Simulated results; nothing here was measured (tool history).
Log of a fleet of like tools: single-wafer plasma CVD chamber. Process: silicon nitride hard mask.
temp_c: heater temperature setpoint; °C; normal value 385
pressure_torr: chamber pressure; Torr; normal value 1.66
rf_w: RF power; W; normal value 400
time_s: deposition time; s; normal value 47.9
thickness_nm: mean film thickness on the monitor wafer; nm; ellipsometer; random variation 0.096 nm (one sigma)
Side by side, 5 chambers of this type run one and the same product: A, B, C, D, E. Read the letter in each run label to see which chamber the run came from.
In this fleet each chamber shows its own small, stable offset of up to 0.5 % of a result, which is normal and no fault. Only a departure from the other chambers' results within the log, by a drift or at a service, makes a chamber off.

run	hour	temp_c	pressure_torr	rf_w	time_s	read-back reference wafer on the same gauge, thickness_nm	thickness_nm
1E	6.0	385	1.66	400	47.9	79.098	67.245
2A	15.8	385	1.66	400	47.9	79.127	67.059
# hour 19.5: chamber A: thermocouple changed; heater temperature recalibrated
3B	26.8	385	1.66	400	47.9	79.143	67.417
4C	32.7	385	1.66	400	47.9	79.168	67.488
5D	41.4	385	1.66	400	47.9	79.196	67.576
6B	50.2	385	1.66	400	47.9	79.205	67.614
7D	60.3	385	1.66	400	47.9	79.213	67.578
8C	69.9	385	2.01	400	39.1	79.209	57.950
9E	77.7	385	2.01	400	39.1	79.239	58.012
10A	86.9	385	2.01	400	39.1	79.273	57.988
11D	95.6	385	2.01	400	39.1	79.260	58.290
12C	102.7	385	2.01	400	39.1	79.278	57.985
13E	112.9	385	1.66	400	47.9	79.318	67.533
# hour 115.4: chamber B: thermocouple changed; heater temperature recalibrated
14A	122.2	385	1.66	370	47.9	79.347	64.024
15B	131.3	385	1.66	370	47.9	79.336	64.520
16E	138.1	385	1.66	370	47.9	79.391	64.320
17B	144.9	385	1.66	370	47.9	79.360	64.692
18D	151.4	385	1.66	370	47.9	79.391	64.704
19A	161.5	385	1.66	400	47.9	79.407	67.409
20C	169.5	399	1.66	400	47.9	79.416	66.939
21E	176.7	399	1.66	400	47.9	79.416	67.125
# hour 183.1: chamber E: capacitance manometer re-zeroed and calibrated
22B	184.4	399	1.66	400	47.9	79.435	67.399
23C	192.3	399	1.66	400	47.9	79.462	67.299
24A	198.8	399	1.66	400	47.9	79.468	66.947
25D	206.0	385	1.66	400	47.9	79.480	67.864
26A	214.1	385	1.66	400	47.9	79.481	67.490
27D	219.2	385	1.66	400	47.9	79.508	67.799
28B	227.7	385	1.66	400	47.9	79.569	67.977
29C	232.8	385	1.66	400	47.9	79.533	67.650
30E	242.3	385	1.66	400	47.9	79.521	67.665

Each of the 5 chambers runs these same settings next. Fill in every chamber's results:
31A	250.6	385	1.66	400	47.9		?
31B	250.6	385	1.66	400	47.9		?
31C	250.6	385	1.66	400	47.9		?
31D	250.6	385	1.66	400	47.9		?
31E	250.6	385	1.66	400	47.9		?

run	thickness_nm
31A	67.396
31B	67.856
31C	67.655
31D	67.966
31E	67.774

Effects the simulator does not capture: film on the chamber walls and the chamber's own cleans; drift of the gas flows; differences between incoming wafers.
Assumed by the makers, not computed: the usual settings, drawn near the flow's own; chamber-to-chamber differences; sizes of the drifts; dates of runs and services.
